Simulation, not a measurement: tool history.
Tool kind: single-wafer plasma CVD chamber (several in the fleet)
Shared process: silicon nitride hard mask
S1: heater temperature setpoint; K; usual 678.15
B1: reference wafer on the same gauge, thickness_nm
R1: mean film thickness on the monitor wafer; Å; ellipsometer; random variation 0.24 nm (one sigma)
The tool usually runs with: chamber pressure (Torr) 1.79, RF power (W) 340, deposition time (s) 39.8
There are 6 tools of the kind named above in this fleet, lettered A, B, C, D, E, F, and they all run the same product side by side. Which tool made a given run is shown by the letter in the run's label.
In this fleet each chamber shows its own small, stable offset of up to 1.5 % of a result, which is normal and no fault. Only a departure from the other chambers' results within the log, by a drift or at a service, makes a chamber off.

run 1E day=0.208 | S1=678.15 chamber_pressure_(Torr)=1.79 RF_power_(W)=340 deposition_time_(s)=39.8 | B1=44.421 | R1=511.57
run 2B day=0.350 | S1=678.15 chamber_pressure_(Torr)=1.79 RF_power_(W)=340 deposition_time_(s)=39.8 | B1=44.425 | R1=508.23
run 3A day=0.550 | S1=678.15 chamber_pressure_(Torr)=1.79 RF_power_(W)=340 deposition_time_(s)=39.8 | B1=44.352 | R1=506.82
run 4D day=0.729 | S1=678.15 chamber_pressure_(Torr)=1.79 RF_power_(W)=340 deposition_time_(s)=39.8 | B1=44.378 | R1=509.66
run 5F day=0.921 | S1=678.15 chamber_pressure_(Torr)=1.79 RF_power_(W)=340 deposition_time_(s)=39.8 | B1=44.424 | R1=513.92
run 6C day=1.150 | S1=678.15 chamber_pressure_(Torr)=1.79 RF_power_(W)=340 deposition_time_(s)=39.8 | B1=44.456 | R1=505.42
run 7B day=1.300 | S1=678.15 chamber_pressure_(Torr)=1.79 RF_power_(W)=340 deposition_time_(s)=39.8 | B1=44.372 | R1=510.49
run 8E day=1.421 | S1=678.15 chamber_pressure_(Torr)=1.79 RF_power_(W)=340 deposition_time_(s)=39.8 | B1=44.404 | R1=512.27
run 9A day=1.596 | S1=678.15 chamber_pressure_(Torr)=1.79 RF_power_(W)=340 deposition_time_(s)=39.8 | B1=44.408 | R1=509.87
run 10D day=1.842 | S1=678.15 chamber_pressure_(Torr)=1.79 RF_power_(W)=340 deposition_time_(s)=39.8 | B1=44.411 | R1=505.49
run 11F day=2.067 | S1=678.15 chamber_pressure_(Torr)=1.79 RF_power_(W)=340 deposition_time_(s)=39.8 | B1=44.363 | R1=514.06
run 12C day=2.208 | S1=678.15 chamber_pressure_(Torr)=1.79 RF_power_(W)=340 deposition_time_(s)=39.8 | B1=44.424 | R1=508.77
run 13D day=2.358 | S1=678.15 chamber_pressure_(Torr)=1.79 RF_power_(W)=340 deposition_time_(s)=39.8 | B1=44.370 | R1=505.38
run 14C day=2.604 | S1=678.15 chamber_pressure_(Torr)=1.79 RF_power_(W)=340 deposition_time_(s)=39.8 | B1=44.396 | R1=503.86
run 15F day=2.729 | S1=678.15 chamber_pressure_(Torr)=1.79 RF_power_(W)=340 deposition_time_(s)=39.8 | B1=44.438 | R1=514.16
run 16A day=2.996 | S1=678.15 chamber_pressure_(Torr)=1.79 RF_power_(W)=340 deposition_time_(s)=39.8 | B1=44.452 | R1=503.62
run 17B day=3.175 | S1=678.15 chamber_pressure_(Torr)=1.79 RF_power_(W)=340 deposition_time_(s)=39.8 | B1=44.425 | R1=505.09
run 18E day=3.317 | S1=678.15 chamber_pressure_(Torr)=1.79 RF_power_(W)=340 deposition_time_(s)=39.8 | B1=44.421 | R1=508.04
run 19D day=3.554 | S1=678.15 chamber_pressure_(Torr)=1.79 RF_power_(W)=340 deposition_time_(s)=39.8 | B1=44.408 | R1=505.04
run 20A day=3.683 | S1=678.15 chamber_pressure_(Torr)=1.79 RF_power_(W)=340 deposition_time_(s)=39.8 | B1=44.416 | R1=505.31
run 21E day=3.867 | S1=678.15 chamber_pressure_(Torr)=1.79 RF_power_(W)=340 deposition_time_(s)=39.8 | B1=44.416 | R1=512.45
run 22C day=3.992 | S1=671.15 chamber_pressure_(Torr)=1.79 RF_power_(W)=340 deposition_time_(s)=39.8 | B1=44.387 | R1=504.15
run 23B day=4.162 | S1=671.15 chamber_pressure_(Torr)=1.79 RF_power_(W)=340 deposition_time_(s)=39.8 | B1=44.380 | R1=512.65
-- day=4.179 chamber B: thermocouple changed; heater temperature recalibrated
run 24F day=4.412 | S1=671.15 chamber_pressure_(Torr)=1.79 RF_power_(W)=340 deposition_time_(s)=39.8 | B1=44.384 | R1=515.27
-- day=4.525 chamber C: RF generator calibrated
run 25D day=4.646 | S1=671.15 chamber_pressure_(Torr)=1.79 RF_power_(W)=340 deposition_time_(s)=39.8 | B1=44.427 | R1=509.50
run 26E day=4.908 | S1=671.15 chamber_pressure_(Torr)=1.79 RF_power_(W)=340 deposition_time_(s)=39.8 | B1=44.451 | R1=511.34
run 27B day=5.104 | S1=671.15 chamber_pressure_(Torr)=1.79 RF_power_(W)=340 deposition_time_(s)=39.8 | B1=44.420 | R1=516.05
run 28C day=5.317 | S1=678.15 chamber_pressure_(Torr)=1.79 RF_power_(W)=340 deposition_time_(s)=39.8 | B1=44.443 | R1=506.38
-- day=5.367 chamber D: thermocouple changed; heater temperature recalibrated
run 29F day=5.496 | S1=678.15 chamber_pressure_(Torr)=1.79 RF_power_(W)=340 deposition_time_(s)=39.8 | B1=44.366 | R1=514.96
run 30A day=5.738 | S1=678.15 chamber_pressure_(Torr)=1.79 RF_power_(W)=340 deposition_time_(s)=39.8 | B1=44.426 | R1=493.29
run 31D day=5.954 | S1=678.15 chamber_pressure_(Torr)=1.79 RF_power_(W)=340 deposition_time_(s)=39.8 | B1=44.395 | R1=502.69
run 32B day=6.100 | S1=678.15 chamber_pressure_(Torr)=1.46 RF_power_(W)=290 deposition_time_(s)=39.8 | B1=44.432 | R1=431.99
run 33F day=6.329 | S1=678.15 chamber_pressure_(Torr)=1.46 RF_power_(W)=290 deposition_time_(s)=39.8 | B1=44.421 | R1=434.64
-- day=6.475 chamber B: RF generator calibrated
run 34A day=6.604 | S1=678.15 chamber_pressure_(Torr)=1.46 RF_power_(W)=290 deposition_time_(s)=39.8 | B1=44.401 | R1=421.49
run 35C day=6.858 | S1=678.15 chamber_pressure_(Torr)=1.46 RF_power_(W)=290 deposition_time_(s)=39.8 | B1=44.398 | R1=434.00
run 36E day=7.042 | S1=678.15 chamber_pressure_(Torr)=1.46 RF_power_(W)=290 deposition_time_(s)=39.8 | B1=44.356 | R1=438.20
run 37A day=7.221 | S1=678.15 chamber_pressure_(Torr)=1.46 RF_power_(W)=290 deposition_time_(s)=39.8 | B1=44.393 | R1=415.32
run 38F day=7.371 | S1=678.15 chamber_pressure_(Torr)=2.22 RF_power_(W)=320 deposition_time_(s)=39.8 | B1=44.388 | R1=520.74
run 39D day=7.592 | S1=678.15 chamber_pressure_(Torr)=2.22 RF_power_(W)=320 deposition_time_(s)=39.8 | B1=44.360 | R1=514.09
run 40B day=7.725 | S1=678.15 chamber_pressure_(Torr)=2.22 RF_power_(W)=320 deposition_time_(s)=39.8 | B1=44.388 | R1=516.66
run 41C day=7.850 | S1=678.15 chamber_pressure_(Torr)=2.22 RF_power_(W)=320 deposition_time_(s)=39.8 | B1=44.414 | R1=515.76
run 42E day=8.062 | S1=678.15 chamber_pressure_(Torr)=2.22 RF_power_(W)=320 deposition_time_(s)=39.8 | B1=44.389 | R1=522.97
run 43F day=8.254 | S1=678.15 chamber_pressure_(Torr)=2.22 RF_power_(W)=320 deposition_time_(s)=39.8 | B1=44.358 | R1=518.13

Predict what each chamber gives when all 6 of them run the settings below next.
run 44A day=8.454 | S1=678.15 chamber_pressure_(Torr)=2.10 RF_power_(W)=340 deposition_time_(s)=39.8 | R1=?
run 44B day=8.454 | S1=678.15 chamber_pressure_(Torr)=2.10 RF_power_(W)=340 deposition_time_(s)=39.8 | R1=?
run 44C day=8.454 | S1=678.15 chamber_pressure_(Torr)=2.10 RF_power_(W)=340 deposition_time_(s)=39.8 | R1=?
run 44D day=8.454 | S1=678.15 chamber_pressure_(Torr)=2.10 RF_power_(W)=340 deposition_time_(s)=39.8 | R1=?
run 44E day=8.454 | S1=678.15 chamber_pressure_(Torr)=2.10 RF_power_(W)=340 deposition_time_(s)=39.8 | R1=?
run 44F day=8.454 | S1=678.15 chamber_pressure_(Torr)=2.10 RF_power_(W)=340 deposition_time_(s)=39.8 | R1=?

run=44A R1=507.54
run=44B R1=534.66
run=44C R1=529.96
run=44D R1=532.17
run=44E R1=534.29
run=44F R1=533.57
